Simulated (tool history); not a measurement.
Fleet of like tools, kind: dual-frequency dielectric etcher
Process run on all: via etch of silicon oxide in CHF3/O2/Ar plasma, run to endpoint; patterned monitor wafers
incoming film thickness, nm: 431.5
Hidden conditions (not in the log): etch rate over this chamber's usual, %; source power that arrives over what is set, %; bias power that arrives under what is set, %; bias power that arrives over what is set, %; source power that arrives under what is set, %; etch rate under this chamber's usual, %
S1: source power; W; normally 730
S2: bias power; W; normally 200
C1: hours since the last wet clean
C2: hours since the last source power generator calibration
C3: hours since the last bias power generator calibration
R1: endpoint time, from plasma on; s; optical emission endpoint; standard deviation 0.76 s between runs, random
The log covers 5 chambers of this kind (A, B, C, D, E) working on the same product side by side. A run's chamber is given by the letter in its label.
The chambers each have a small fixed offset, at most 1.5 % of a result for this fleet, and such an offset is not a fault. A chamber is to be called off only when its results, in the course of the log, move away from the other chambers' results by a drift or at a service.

| run | day | S1 | S2 | C1 | C2 | C3 | R1 |
|---|---|---|---|---|---|---|---|
| 1E | 0.1 | 730 | 200 | 384.9 | 1074.8 | 1560.3 | 197.35 |
| 2B | 0.212 | 730 | 200 | 312.7 | 1251.3 | 2625.3 | 193.13 |
| 3A | 0.338 | 730 | 200 | 430.5 | 1627.5 | 4171.3 | 192.11 |
| 4C | 0.488 | 730 | 200 | 183.1 | 2686.5 | 2979.6 | 195.81 |
|  | 0.5 | chamber A: wet clean of the chamber |
| 5D | 0.633 | 730 | 200 | 56.3 | 3087.4 | 2754.2 | 194.89 |
| 6D | 0.754 | 730 | 200 | 59.2 | 3090.3 | 2757.1 | 195.98 |
| 7A | 0.912 | 730 | 200 | 10 | 1641.3 | 4185.1 | 192.04 |
| 8C | 1.062 | 730 | 200 | 196.9 | 2700.3 | 2993.4 | 196.03 |
| 9E | 1.192 | 730 | 200 | 411.1 | 1101 | 1586.5 | 196.75 |
|  | 1.246 | chamber E: wet clean of the chamber |
| 10B | 1.312 | 730 | 200 | 339.1 | 1277.7 | 2651.7 | 193.98 |
|  | 1.362 | chamber A: source power generator calibrated |
| 11B | 1.467 | 730 | 200 | 342.8 | 1281.4 | 2655.4 | 193.78 |
| 12C | 1.596 | 730 | 200 | 209.7 | 2713.1 | 3006.2 | 195.9 |
| 13A | 1.688 | 730 | 200 | 28.6 | 7.9 | 4203.7 | 192.06 |
|  | 1.738 | chamber B: wet clean of the chamber |
| 14D | 1.812 | 640 | 200 | 84.6 | 3115.7 | 2782.5 | 206.37 |
| 15E | 1.95 | 640 | 200 | 17 | 1119.2 | 1604.7 | 208.09 |
|  | 2 | chamber A: bias power generator calibrated |
| 16E | 2.075 | 640 | 200 | 20 | 1122.2 | 1607.7 | 206.6 |
| 17B | 2.229 | 640 | 200 | 11.9 | 1299.7 | 2673.7 | 196.86 |
| 18A | 2.4 | 640 | 200 | 45.7 | 25 | 9.7 | 202.52 |
| 19D | 2.538 | 850 | 200 | 102 | 3133.1 | 2799.9 | 184.63 |
| 20C | 2.646 | 850 | 200 | 234.9 | 2738.3 | 3031.4 | 185.11 |
| 21B | 2.775 | 850 | 200 | 25 | 1312.8 | 2686.8 | 177.2 |
| 22C | 2.933 | 850 | 200 | 241.8 | 2745.2 | 3038.3 | 184.82 |
| 23A | 3.108 | 850 | 200 | 62.7 | 42 | 26.7 | 181.59 |
| 24D | 3.217 | 730 | 200 | 118.3 | 3149.4 | 2816.2 | 195.91 |
| 25E | 3.375 | 730 | 200 | 51.2 | 1153.4 | 1638.9 | 197.43 |
| 26C | 3.5 | 730 | 200 | 255.4 | 2758.8 | 3051.9 | 196.73 |
| 27A | 3.617 | 870 | 200 | 74.9 | 54.2 | 38.9 | 180.2 |
| 28D | 3.721 | 870 | 200 | 130.4 | 3161.5 | 2828.3 | 184.02 |
| 29E | 3.808 | 870 | 200 | 61.6 | 1163.8 | 1649.3 | 185.29 |
| 30B | 3.967 | 870 | 200 | 53.6 | 1341.4 | 2715.4 | 175.26 |
| 31D | 4.104 | 870 | 200 | 139.6 | 3170.7 | 2837.5 | 183.46 |
| 32A | 4.208 | 730 | 200 | 89.1 | 68.4 | 53.1 | 193.63 |

Is one chamber out of step, is the gauge drifting, or do the chambers differ by no more than their own small offsets? For an off chamber, give its letter and the likeliest cause.

A service left chamber B off against the others.
What lies behind it: etch rate over this chamber's usual, % = 3.23.

Which of the 4 candidates below, each the usual settings with something changed and its results left as question marks, puts chamber B back in line with what the other chambers give on the usual settings?
A result is in line if it is within this distance of the other chambers' mean on the usual settings: R1 2.7 s
| 33B-1 | 4.338 | 650 | 180 |  |  |  | ? |
| 33B-2 | 4.338 | 810 | 200 |  |  |  | ? |
| 33B-3 | 4.338 | 900 | 200 |  |  |  | ? |
| 33B-4 | 4.338 | 730 | 174 |  |  |  | ? |

The mean the other chambers reach with the usual settings: R1 195.62 s
| run | R1 |
|---|---|
| 33B-1 | 202.69 |
| 33B-2 | 179.77 |
| 33B-3 | 172.66 |
| 33B-4 | 196.09 |
The right change is 33B-4: it brings the chamber back within the allowed miss of the others.
